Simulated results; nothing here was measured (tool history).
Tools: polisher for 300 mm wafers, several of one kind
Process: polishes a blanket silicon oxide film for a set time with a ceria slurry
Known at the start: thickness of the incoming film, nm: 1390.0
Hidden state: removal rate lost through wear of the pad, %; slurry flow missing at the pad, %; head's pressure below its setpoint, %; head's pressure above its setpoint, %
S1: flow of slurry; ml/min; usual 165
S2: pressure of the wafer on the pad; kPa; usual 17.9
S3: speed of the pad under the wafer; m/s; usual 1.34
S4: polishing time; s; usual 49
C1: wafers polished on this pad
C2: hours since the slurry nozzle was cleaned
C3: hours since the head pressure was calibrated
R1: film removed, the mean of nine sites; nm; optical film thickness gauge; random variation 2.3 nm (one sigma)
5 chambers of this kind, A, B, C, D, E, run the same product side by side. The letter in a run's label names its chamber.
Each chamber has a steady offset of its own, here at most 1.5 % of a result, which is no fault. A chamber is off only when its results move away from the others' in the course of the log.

run	hour	S1	S2	S3	S4	C1	C2	C3	R1
1E	7.9	165	17.9	1.34	49	649	93.6	520.6	231.36
# hour 10.8: chamber D: head pressure recalibrated
# hour 14.8: chamber A: slurry nozzle cleaned
2B	17.9	165	17.9	1.34	49	838	265.7	354.3	238.04
# hour 19.1: chamber D: worn pad replaced by a new one
3C	25.5	165	17.9	1.34	49	779	426.4	910.6	238.01
4D	30.0	165	17.9	1.34	49	146	168.1	19.3	234.10
# hour 31.9: chamber B: worn pad replaced by a new one
# hour 34.2: chamber A: head pressure recalibrated
5A	39.7	165	17.9	1.34	49	1277	24.9	5.5	238.88
# hour 43.2: chamber C: worn pad replaced by a new one
6B	48.5	165	17.9	1.34	49	223	296.3	384.9	239.08
# hour 49.6: chamber A: worn pad replaced by a new one
7A	56.5	165	17.9	1.34	49	93	41.7	22.3	234.34
# hour 58.0: chamber E: worn pad replaced by a new one
8E	62.2	165	17.9	1.34	49	57	147.9	574.9	239.83
9D	72.4	165	17.9	1.34	49	715	210.5	61.7	232.74
10C	78.0	125	17.9	1.34	49	467	478.9	963.1	225.06
11A	85.5	125	17.9	1.34	49	482	70.7	51.3	222.92
12B	94.5	125	17.9	1.34	49	840	342.3	430.9	223.42
# hour 98.2: chamber D: worn pad replaced by a new one
13E	100.6	125	17.9	1.34	49	572	186.3	613.3	227.82
# hour 101.2: chamber B: worn pad replaced by a new one
14D	110.0	125	17.9	1.34	49	158	248.1	99.3	216.67
15C	115.2	165	17.9	1.66	63	966	516.1	1000.3	377.07
16B	125.5	165	17.9	1.66	63	326	373.3	461.9	376.66
17C	134.0	165	17.9	1.66	63	1218	534.9	1019.1	367.00
# hour 137.1: chamber C: worn pad replaced by a new one
# hour 139.4: chamber E: worn pad replaced by a new one
18D	141.3	165	17.9	1.66	63	578	279.4	130.6	371.66
19E	151.3	165	17.9	1.66	63	159	237.0	664.0	377.29
20A	159.0	130	17.9	1.34	49	1469	144.2	124.8	222.27
# hour 159.3: chamber A: worn pad replaced by a new one
21B	166.5	130	17.9	1.34	49	876	414.3	502.9	231.17
# hour 170.2: chamber D: worn pad replaced by a new one
22A	172.2	130	17.9	1.34	49	173	157.4	138.0	225.11
# hour 177.8: chamber B: worn pad replaced by a new one
23D	179.5	130	17.9	1.34	49	125	317.6	168.8	222.20
24C	187.8	130	17.9	1.34	49	681	588.7	1072.9	220.48
25E	193.2	165	17.9	1.34	49	722	278.9	705.9	236.37
26E	203.3	165	17.9	1.34	49	857	289.0	716.0	237.54
# hour 211.7: chamber C: worn pad replaced by a new one
27D	213.7	165	17.9	1.34	49	584	351.8	203.0	233.16
# hour 214.6: chamber C: head pressure recalibrated
# hour 216.3: chamber E: worn pad replaced by a new one
28A	220.0	165	17.9	1.34	49	814	205.2	185.8	230.02
# hour 225.1: chamber C: slurry nozzle cleaned
29C	229.6	165	17.9	1.34	49	240	4.5	15.0	260.85
# hour 235.5: chamber A: slurry nozzle cleaned
30B	238.2	165	17.9	1.34	49	810	486.0	574.6	233.57
# hour 244.1: chamber D: worn pad replaced by a new one
31E	245.4	165	17.9	1.34	49	391	331.1	758.1	237.33
# hour 246.1: chamber B: worn pad replaced by a new one
32D	253.7	165	12.4	1.34	36	129	391.8	243.0	118.76
33A	258.2	165	12.4	1.34	36	1327	22.8	224.0	119.46
# hour 262.5: chamber A: worn pad replaced by a new one
34B	265.5	165	12.4	1.34	36	260	513.3	601.9	122.08
35C	275.1	165	12.4	1.34	36	851	50.0	60.5	133.71
36C	280.8	165	12.4	1.34	36	927	55.7	66.2	132.19
37B	286.7	165	17.9	1.34	49	545	534.5	623.1	236.65
38D	296.7	165	15.9	1.34	49	706	434.8	286.0	206.38
39A	304.9	165	15.9	1.34	49	569	69.5	270.7	206.28
40E	309.7	165	15.9	1.34	49	1253	395.4	822.4	209.39
# hour 310.5: chamber B: worn pad replaced by a new one
# hour 312.8: chamber E: worn pad replaced by a new one
41D	314.2	165	15.9	1.34	49	941	452.3	303.5	205.85
42E	320.7	165	15.9	1.34	49	106	406.4	833.4	206.68
43B	330.4	165	17.9	1.34	43	267	578.2	666.8	208.66
44A	337.3	165	17.9	1.34	43	1004	101.9	303.1	202.57

All 5 chambers run these settings next. Forecast each chamber's results:
45A	344.7	210	17.9	1.34	49				?
45B	344.7	210	17.9	1.34	49				?
45C	344.7	210	17.9	1.34	49				?
45D	344.7	210	17.9	1.34	49				?
45E	344.7	210	17.9	1.34	49				?

run	R1
45A	243.02
45B	246.87
45C	261.56
45D	243.13
45E	245.50

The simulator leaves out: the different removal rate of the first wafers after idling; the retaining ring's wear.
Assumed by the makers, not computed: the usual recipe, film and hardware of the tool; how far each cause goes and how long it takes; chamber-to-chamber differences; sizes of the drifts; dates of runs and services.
